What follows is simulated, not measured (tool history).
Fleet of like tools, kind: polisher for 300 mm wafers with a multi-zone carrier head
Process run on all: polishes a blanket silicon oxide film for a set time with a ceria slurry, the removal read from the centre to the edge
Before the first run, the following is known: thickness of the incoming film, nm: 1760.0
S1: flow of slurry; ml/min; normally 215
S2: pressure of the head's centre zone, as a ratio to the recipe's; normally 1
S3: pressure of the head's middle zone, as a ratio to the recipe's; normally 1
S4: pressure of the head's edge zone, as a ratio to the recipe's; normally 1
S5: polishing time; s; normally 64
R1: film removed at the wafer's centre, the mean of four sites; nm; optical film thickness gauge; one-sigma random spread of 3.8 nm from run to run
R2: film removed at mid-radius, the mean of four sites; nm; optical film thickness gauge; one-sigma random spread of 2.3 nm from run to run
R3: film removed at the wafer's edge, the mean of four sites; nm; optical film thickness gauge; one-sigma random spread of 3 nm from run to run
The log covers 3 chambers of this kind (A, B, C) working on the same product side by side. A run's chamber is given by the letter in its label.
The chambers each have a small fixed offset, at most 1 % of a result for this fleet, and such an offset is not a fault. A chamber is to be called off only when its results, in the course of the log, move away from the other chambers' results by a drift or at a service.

{"run": "1B", "hour": 12.0, "S1": 215, "S2": 1, "S3": 1, "S4": 1, "S5": 64, "R1": 348.92, "R2": 349.21, "R3": 343.23}
{"run": "2A", "hour": 21.8, "S1": 215, "S2": 1, "S3": 1, "S4": 1, "S5": 64, "R1": 351.9, "R2": 342.6, "R3": 347.34}
{"run": "3C", "hour": 30.2, "S1": 215, "S2": 1, "S3": 1, "S4": 1, "S5": 64, "R1": 343.26, "R2": 348.55, "R3": 347.98}
{"hour": 35.1, "done": "chamber A: worn pad replaced by a new one"}
{"hour": 36.8, "done": "chamber B: worn pad replaced by a new one"}
{"run": "4C", "hour": 37.1, "S1": 215, "S2": 1, "S3": 1, "S4": 1, "S5": 64, "R1": 338.31, "R2": 348.02, "R3": 350.03}
{"run": "5B", "hour": 50.2, "S1": 215, "S2": 1, "S3": 1.06, "S4": 1, "S5": 84, "R1": 449.54, "R2": 479.13, "R3": 463.5}
{"hour": 61.3, "done": "chamber A: slurry nozzle cleaned"}
{"run": "6A", "hour": 63.1, "S1": 215, "S2": 1, "S3": 1.06, "S4": 1, "S5": 84, "R1": 456.79, "R2": 471.6, "R3": 455.65}
{"run": "7C", "hour": 70.5, "S1": 215, "S2": 1, "S3": 1.06, "S4": 1, "S5": 84, "R1": 466.97, "R2": 484.7, "R3": 458.66}
{"run": "8B", "hour": 79.5, "S1": 215, "S2": 1, "S3": 1, "S4": 1, "S5": 64, "R1": 358.22, "R2": 350.87, "R3": 347.02}
{"run": "9A", "hour": 89.1, "S1": 215, "S2": 1, "S3": 1, "S4": 1.09, "S5": 85, "R1": 462.12, "R2": 454.76, "R3": 488.17}
{"hour": 92.7, "done": "chamber C: worn pad replaced by a new one"}
{"run": "10C", "hour": 100.2, "S1": 215, "S2": 1, "S3": 1, "S4": 1.09, "S5": 85, "R1": 465.25, "R2": 461.62, "R3": 481.7}
{"run": "11B", "hour": 106.9, "S1": 215, "S2": 1, "S3": 1, "S4": 1.09, "S5": 85, "R1": 464.22, "R2": 458.16, "R3": 474.18}
{"run": "12A", "hour": 112.9, "S1": 215, "S2": 1, "S3": 1, "S4": 1, "S5": 64, "R1": 349, "R2": 343.8, "R3": 352}
{"hour": 123.2, "done": "chamber B: slurry nozzle cleaned"}
{"run": "13A", "hour": 124.8, "S1": 215, "S2": 1, "S3": 1, "S4": 1, "S5": 64, "R1": 343.41, "R2": 343.11, "R3": 348.04}
{"run": "14B", "hour": 132.8, "S1": 215, "S2": 1, "S3": 1, "S4": 1, "S5": 85, "R1": 452.18, "R2": 465.12, "R3": 462.67}
{"hour": 137.8, "done": "chamber C: edge zone pressure recalibrated"}
{"run": "15C", "hour": 144.4, "S1": 215, "S2": 1, "S3": 1, "S4": 1, "S5": 85, "R1": 454.25, "R2": 456.23, "R3": 458.84}
{"hour": 144.9, "done": "chamber B: worn pad replaced by a new one"}
{"run": "16A", "hour": 155.1, "S1": 215, "S2": 1, "S3": 1, "S4": 1, "S5": 85, "R1": 458.68, "R2": 460.41, "R3": 456.71}
{"run": "17C", "hour": 163.5, "S1": 215, "S2": 1, "S3": 1, "S4": 1, "S5": 64, "R1": 348.32, "R2": 346.23, "R3": 352.49}
{"run": "18B", "hour": 170.2, "S1": 215, "S2": 1, "S3": 1, "S4": 1, "S5": 64, "R1": 345.22, "R2": 345.93, "R3": 343.89}
{"hour": 170.3, "done": "chamber A: worn pad replaced by a new one"}
{"run": "19C", "hour": 178.5, "S1": 215, "S2": 1, "S3": 1, "S4": 1, "S5": 64, "R1": 343.58, "R2": 350.71, "R3": 346.34}
{"run": "20B", "hour": 188.1, "S1": 215, "S2": 1, "S3": 1, "S4": 1, "S5": 64, "R1": 337.55, "R2": 346.04, "R3": 344.95}
{"run": "21A", "hour": 194.6, "S1": 215, "S2": 1, "S3": 1, "S4": 1, "S5": 64, "R1": 345.91, "R2": 345.4, "R3": 349.64}
{"hour": 205.5, "done": "chamber C: worn pad replaced by a new one"}
{"run": "22C", "hour": 206.6, "S1": 215, "S2": 1, "S3": 1, "S4": 1, "S5": 64, "R1": 345.22, "R2": 347.02, "R3": 351.47}
{"hour": 208.4, "done": "chamber C: slurry nozzle cleaned"}
{"run": "23B", "hour": 219.5, "S1": 215, "S2": 1, "S3": 1, "S4": 1, "S5": 64, "R1": 333.84, "R2": 346.06, "R3": 348.02}
{"run": "24A", "hour": 225.8, "S1": 215, "S2": 1, "S3": 1, "S4": 1, "S5": 64, "R1": 345.35, "R2": 346.96, "R3": 346.44}
{"run": "25B", "hour": 237.9, "S1": 215, "S2": 1, "S3": 1, "S4": 1, "S5": 64, "R1": 321.97, "R2": 344.3, "R3": 345.66}
{"hour": 239.2, "done": "chamber C: centre zone pressure recalibrated"}
{"run": "26A", "hour": 247.3, "S1": 215, "S2": 1, "S3": 1, "S4": 1, "S5": 64, "R1": 344.85, "R2": 344.35, "R3": 346.62}
{"run": "27C", "hour": 257.0, "S1": 215, "S2": 1, "S3": 1, "S4": 1, "S5": 64, "R1": 352.64, "R2": 351.78, "R3": 341.13}
{"hour": 262.9, "done": "chamber B: worn pad replaced by a new one"}
{"run": "28B", "hour": 268.6, "S1": 215, "S2": 1, "S3": 1, "S4": 1, "S5": 64, "R1": 335.8, "R2": 344.22, "R3": 347.99}
{"run": "29A", "hour": 280.8, "S1": 215, "S2": 1, "S3": 1, "S4": 1, "S5": 64, "R1": 342.15, "R2": 342.11, "R3": 349.64}
{"run": "30C", "hour": 292.9, "S1": 265, "S2": 1, "S3": 0.95, "S4": 1, "S5": 64, "R1": 358.85, "R2": 340.71, "R3": 355.54}
{"run": "31A", "hour": 299.2, "S1": 265, "S2": 1, "S3": 0.95, "S4": 1, "S5": 64, "R1": 358.57, "R2": 339.23, "R3": 352.96}
{"hour": 300.0, "done": "chamber C: worn pad replaced by a new one"}
{"hour": 303.9, "done": "chamber A: worn pad replaced by a new one"}
{"run": "32B", "hour": 311.7, "S1": 265, "S2": 1, "S3": 0.95, "S4": 1, "S5": 64, "R1": 332.64, "R2": 337.07, "R3": 346.67}
{"run": "33C", "hour": 318.9, "S1": 215, "S2": 1, "S3": 1.11, "S4": 1, "S5": 64, "R1": 348.19, "R2": 382.27, "R3": 344.79}
{"run": "34C", "hour": 331.3, "S1": 215, "S2": 1, "S3": 1.11, "S4": 1, "S5": 64, "R1": 346.22, "R2": 385.18, "R3": 346.8}
{"run": "35B", "hour": 340.4, "S1": 215, "S2": 1, "S3": 1.11, "S4": 1, "S5": 64, "R1": 321.54, "R2": 385.63, "R3": 346.34}
{"hour": 345.1, "done": "chamber A: edge zone pressure recalibrated"}
{"run": "36A", "hour": 350.9, "S1": 215, "S2": 1, "S3": 0.95, "S4": 1, "S5": 64, "R1": 344.62, "R2": 330.1, "R3": 351.06}
{"run": "37A", "hour": 362.4, "S1": 215, "S2": 1, "S3": 0.95, "S4": 1, "S5": 64, "R1": 343.73, "R2": 330.37, "R3": 345.37}
{"run": "38B", "hour": 370.9, "S1": 215, "S2": 1, "S3": 0.95, "S4": 1, "S5": 64, "R1": 319.01, "R2": 333.48, "R3": 348.83}
{"run": "39C", "hour": 380.0, "S1": 215, "S2": 1, "S3": 1, "S4": 1, "S5": 64, "R1": 345.06, "R2": 348.42, "R3": 343.44}
{"hour": 381.3, "done": "chamber B: worn pad replaced by a new one"}
{"hour": 382.8, "done": "chamber B: slurry nozzle cleaned"}
{"run": "40B", "hour": 387.3, "S1": 215, "S2": 1, "S3": 1, "S4": 1, "S5": 64, "R1": 316.79, "R2": 348.86, "R3": 345.55}
{"run": "41C", "hour": 396.5, "S1": 215, "S2": 1, "S3": 1, "S4": 1, "S5": 64, "R1": 340.87, "R2": 349.56, "R3": 346.59}
{"run": "42A", "hour": 406.6, "S1": 215, "S2": 1, "S3": 1, "S4": 0.92, "S5": 64, "R1": 350.36, "R2": 346.13, "R3": 335.4}
{"run": "43B", "hour": 415.8, "S1": 215, "S2": 1, "S3": 1, "S4": 0.92, "S5": 64, "R1": 312.88, "R2": 346.67, "R3": 331.94}

All chambers now run identical settings, listed one chamber a line with results as question marks. What results will each chamber show?
{"run": "44A", "hour": 425.2, "S1": 215, "S2": 1, "S3": 1, "S4": 1, "S5": 64, "R1": "?", "R2": "?", "R3": "?"}
{"run": "44B", "hour": 425.2, "S1": 215, "S2": 1, "S3": 1, "S4": 1, "S5": 64, "R1": "?", "R2": "?", "R3": "?"}
{"run": "44C", "hour": 425.2, "S1": 215, "S2": 1, "S3": 1, "S4": 1, "S5": 64, "R1": "?", "R2": "?", "R3": "?"}

run=44A R1=354.14 R2=343.03 R3=352.93
run=44B R1=310.83 R2=344.58 R3=348.11
run=44C R1=340.49 R2=345.09 R3=348.8
